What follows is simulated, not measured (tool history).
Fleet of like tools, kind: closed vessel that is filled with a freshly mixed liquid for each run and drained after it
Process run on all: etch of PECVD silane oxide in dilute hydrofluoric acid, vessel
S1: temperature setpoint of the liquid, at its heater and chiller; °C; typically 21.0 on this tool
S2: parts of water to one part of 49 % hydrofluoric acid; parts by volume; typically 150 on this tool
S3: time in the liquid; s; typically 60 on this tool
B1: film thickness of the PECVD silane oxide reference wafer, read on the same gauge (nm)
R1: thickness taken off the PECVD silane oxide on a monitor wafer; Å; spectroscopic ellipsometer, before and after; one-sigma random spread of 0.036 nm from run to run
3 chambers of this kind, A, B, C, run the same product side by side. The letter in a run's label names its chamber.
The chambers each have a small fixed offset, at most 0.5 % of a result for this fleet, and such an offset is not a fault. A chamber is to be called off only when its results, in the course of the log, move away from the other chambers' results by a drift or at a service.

run	hour	S1	S2	S3	B1	R1
1A	2.5	21.0	150	60	29.990	59.749
2C	5.8	21.0	150	60	29.991	60.283
3B	9.1	21.0	150	60	30.005	59.697
4A	11.8	21.0	150	60	30.011	60.205
5C	15.6	17.5	150	60	29.995	52.499
6B	19.7	17.5	150	60	30.012	52.856
7A	23.4	17.5	150	60	29.996	51.631
8B	25.6	21.0	150	45	29.999	44.542
9C	28.4	21.0	150	45	30.000	44.931
10A	31.0	21.0	150	45	30.017	44.957
11C	33.2	21.0	150	60	30.001	60.510
12B	36.2	21.0	150	60	30.006	60.406
13B	39.1	21.0	150	60	29.971	60.668
14C	42.2	21.0	185	30	30.006	23.555
15A	46.3	21.0	185	30	29.998	23.590
16B	48.4	21.0	185	30	30.007	23.456
17A	52.6	21.0	150	45	29.995	44.841
18C	55.2	21.0	150	45	29.988	44.771
19C	57.8	21.0	150	45	30.011	45.071
20A	61.1	21.0	150	60	29.992	60.580
21B	63.3	24.5	150	40	30.013	45.567
22A	66.2	24.5	150	40	30.007	45.534
23C	68.5	24.5	150	40	29.999	45.792
24B	70.5	21.0	150	60	29.982	59.593
25A	74.8	21.0	150	60	30.012	60.228

Is one chamber off against the others, does the gauge drift, or is nothing wrong? If a chamber is off, say which, and what the likeliest cause is.

All chambers stay in line apart from their small fixed offsets, and the gauge does not drift.
